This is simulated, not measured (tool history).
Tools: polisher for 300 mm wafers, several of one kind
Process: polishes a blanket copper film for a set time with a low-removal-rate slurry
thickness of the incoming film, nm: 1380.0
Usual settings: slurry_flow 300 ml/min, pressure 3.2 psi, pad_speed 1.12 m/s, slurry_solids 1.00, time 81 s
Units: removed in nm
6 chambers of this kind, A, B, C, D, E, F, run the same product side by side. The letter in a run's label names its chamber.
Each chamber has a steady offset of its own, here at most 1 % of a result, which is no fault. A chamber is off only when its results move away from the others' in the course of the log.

| run | hour | slurry_flow | pressure | pad_speed | slurry_solids | time | wafers polished on this pad | hours since the slurry nozzle was cleaned | hours since the head pressure was calibrated | hours since the slurry blender was calibrated | removed |
|---|---|---|---|---|---|---|---|---|---|---|---|
| 1C | 4.4 | 300 | 3.2 | 1.12 | 1.00 | 81 | 1156 | 194.1 | 286.2 | 442.1 | 336.63 |
| 2A | 8.5 | 300 | 3.2 | 1.12 | 1.00 | 81 | 293 | 443.3 | 244.7 | 134.5 | 341.52 |
| 3B | 12.0 | 300 | 3.2 | 1.12 | 1.00 | 81 | 550 | 322.4 | 251.0 | 119.6 | 343.60 |
| 4E | 14.8 | 300 | 3.2 | 1.12 | 1.00 | 81 | 320 | 533.5 | 818.6 | 229.2 | 338.34 |
| 5D | 19.4 | 300 | 3.2 | 1.12 | 1.25 | 95 | 472 | 591.5 | 671.6 | 149.9 | 418.99 |
| 6F | 23.9 | 300 | 3.2 | 1.12 | 1.25 | 95 | 689 | 483.6 | 60.1 | 240.4 | 417.53 |
|  | 24.1 | chamber C: slurry blender recalibrated |
|  | 27.4 | chamber C: worn pad replaced by a new one |
| 7A | 27.9 | 300 | 3.2 | 1.12 | 1.25 | 95 | 560 | 462.7 | 264.1 | 153.9 | 412.58 |
| 8F | 33.5 | 300 | 3.2 | 1.12 | 1.25 | 95 | 821 | 493.2 | 69.7 | 250.0 | 414.77 |
|  | 35.6 | chamber E: worn pad replaced by a new one |
| 9E | 36.3 | 300 | 3.2 | 1.12 | 1.25 | 95 | 10 | 555.0 | 840.1 | 250.7 | 416.88 |
| 10C | 39.8 | 300 | 3.2 | 1.12 | 1.25 | 95 | 171 | 229.5 | 321.6 | 15.8 | 421.88 |
| 11B | 44.5 | 300 | 3.2 | 1.12 | 1.00 | 81 | 998 | 354.9 | 283.5 | 152.1 | 342.28 |
|  | 46.5 | chamber F: worn pad replaced by a new one |
| 12D | 48.0 | 300 | 3.2 | 1.12 | 1.00 | 81 | 865 | 620.1 | 700.2 | 178.5 | 336.41 |
|  | 51.3 | chamber D: slurry blender recalibrated |
| 13B | 52.6 | 265 | 3.2 | 1.12 | 1.25 | 81 | 1109 | 363.0 | 291.6 | 160.2 | 361.66 |
|  | 53.0 | chamber B: worn pad replaced by a new one |
|  | 53.4 | chamber B: head pressure recalibrated |
|  | 53.9 | chamber A: slurry blender recalibrated |
| 14E | 55.7 | 265 | 3.2 | 1.12 | 1.25 | 81 | 277 | 574.4 | 859.5 | 270.1 | 352.05 |
|  | 60.5 | chamber D: worn pad replaced by a new one |
| 15F | 61.4 | 265 | 3.2 | 1.12 | 1.25 | 81 | 206 | 521.1 | 97.6 | 277.9 | 350.75 |
| 16C | 64.8 | 265 | 3.2 | 1.12 | 1.25 | 81 | 516 | 254.5 | 346.6 | 40.8 | 362.56 |
| 17D | 69.5 | 265 | 3.2 | 1.12 | 1.25 | 81 | 124 | 641.6 | 721.7 | 18.2 | 349.72 |
| 18A | 73.3 | 265 | 3.2 | 1.12 | 1.25 | 81 | 1185 | 508.1 | 309.5 | 19.4 | 345.41 |
| 19F | 76.3 | 300 | 3.2 | 1.12 | 1.00 | 81 | 411 | 536.0 | 112.5 | 292.8 | 343.66 |
| 20A | 79.5 | 300 | 3.2 | 1.12 | 1.00 | 81 | 1271 | 514.3 | 315.7 | 25.6 | 340.08 |
|  | 81.6 | chamber E: worn pad replaced by a new one |
| 21B | 85.3 | 300 | 3.2 | 1.12 | 1.00 | 81 | 445 | 395.7 | 32.0 | 192.9 | 339.59 |
| 22C | 89.5 | 300 | 3.2 | 1.12 | 1.00 | 81 | 856 | 279.2 | 371.3 | 65.5 | 342.86 |
| 23E | 94.9 | 300 | 3.2 | 1.12 | 1.00 | 81 | 183 | 613.6 | 898.7 | 309.3 | 342.26 |
| 24D | 99.4 | 300 | 3.2 | 1.12 | 1.00 | 81 | 536 | 671.5 | 751.6 | 48.1 | 345.28 |
|  | 102.1 | chamber A: slurry nozzle cleaned |
|  | 102.4 | chamber A: worn pad replaced by a new one |
|  | 103.9 | chamber F: slurry nozzle cleaned |
| 25E | 104.5 | 300 | 3.2 | 1.12 | 1.00 | 81 | 315 | 623.2 | 908.3 | 318.9 | 343.17 |
| 26D | 110.2 | 300 | 3.2 | 1.12 | 1.00 | 81 | 684 | 682.3 | 762.4 | 58.9 | 334.33 |
|  | 115.2 | chamber F: slurry blender recalibrated |
| 27F | 115.7 | 300 | 3.2 | 1.12 | 1.00 | 81 | 953 | 11.9 | 151.9 | 0.6 | 335.48 |
| 28C | 119.1 | 300 | 3.2 | 1.12 | 1.00 | 81 | 1263 | 308.8 | 400.9 | 95.1 | 347.64 |
| 29B | 122.1 | 300 | 3.2 | 1.12 | 1.00 | 81 | 951 | 432.5 | 68.8 | 229.7 | 321.29 |
|  | 122.8 | chamber F: worn pad replaced by a new one |
| 30A | 127.6 | 300 | 3.2 | 1.12 | 1.00 | 81 | 347 | 25.5 | 363.8 | 73.7 | 339.34 |
| 31E | 132.5 | 300 | 3.2 | 1.12 | 1.00 | 81 | 701 | 651.2 | 936.3 | 346.9 | 337.51 |
|  | 133.9 | chamber C: worn pad replaced by a new one |
| 32A | 136.4 | 300 | 3.2 | 1.12 | 1.00 | 81 | 469 | 34.3 | 372.6 | 82.5 | 340.09 |
| 33F | 139.4 | 300 | 3.2 | 1.12 | 1.00 | 81 | 229 | 35.6 | 175.6 | 24.3 | 334.66 |
| 34C | 143.9 | 300 | 3.2 | 1.12 | 1.00 | 81 | 138 | 333.6 | 425.7 | 119.9 | 337.36 |
|  | 145.3 | chamber B: worn pad replaced by a new one |
| 35D | 148.0 | 300 | 3.2 | 1.12 | 1.00 | 81 | 1205 | 720.1 | 800.2 | 96.7 | 331.55 |
| 36B | 152.3 | 300 | 3.2 | 1.12 | 1.00 | 81 | 97 | 462.7 | 99.0 | 259.9 | 310.23 |
|  | 152.5 | chamber D: worn pad replaced by a new one |
| 37D | 157.7 | 300 | 3.2 | 1.12 | 1.00 | 81 | 72 | 729.8 | 809.9 | 106.4 | 339.76 |

What goes on in this fleet: one chamber off, a drifting gauge, or nothing beyond the chambers' own small offsets? Name the chamber and the cause, if any.

Chamber B drifts away from the others.
Cause: abrasive missing from the slurry, % = 32.4.
The log may not tell that from: head's pressure below its setpoint, %.

Here are 4 candidates for chamber B's next run, each the usual settings with a change, their results left as question marks. Which one brings its results back in line with what the others give on the usual settings?
In line means no further than this from the other chambers' mean on the usual settings: removed 14.00 nm
| 38B-1 | 161.8 | 300 | 3.2 | 1.30 | 1.00 | 81 |  |  |  |  | ? |
| 38B-2 | 161.8 | 300 | 3.1 | 1.08 | 1.00 | 79 |  |  |  |  | ? |
| 38B-3 | 161.8 | 300 | 3.0 | 1.04 | 1.00 | 81 |  |  |  |  | ? |
| 38B-4 | 161.8 | 300 | 3.3 | 1.16 | 1.00 | 83 |  |  |  |  | ? |

The other chambers' mean on the usual settings: removed 339.98 nm
| run | removed |
|---|---|
| 38B-1 | 362.24 |
| 38B-2 | 283.80 |
| 38B-3 | 270.97 |
| 38B-4 | 341.38 |
38B-4 brings the chamber back in line.

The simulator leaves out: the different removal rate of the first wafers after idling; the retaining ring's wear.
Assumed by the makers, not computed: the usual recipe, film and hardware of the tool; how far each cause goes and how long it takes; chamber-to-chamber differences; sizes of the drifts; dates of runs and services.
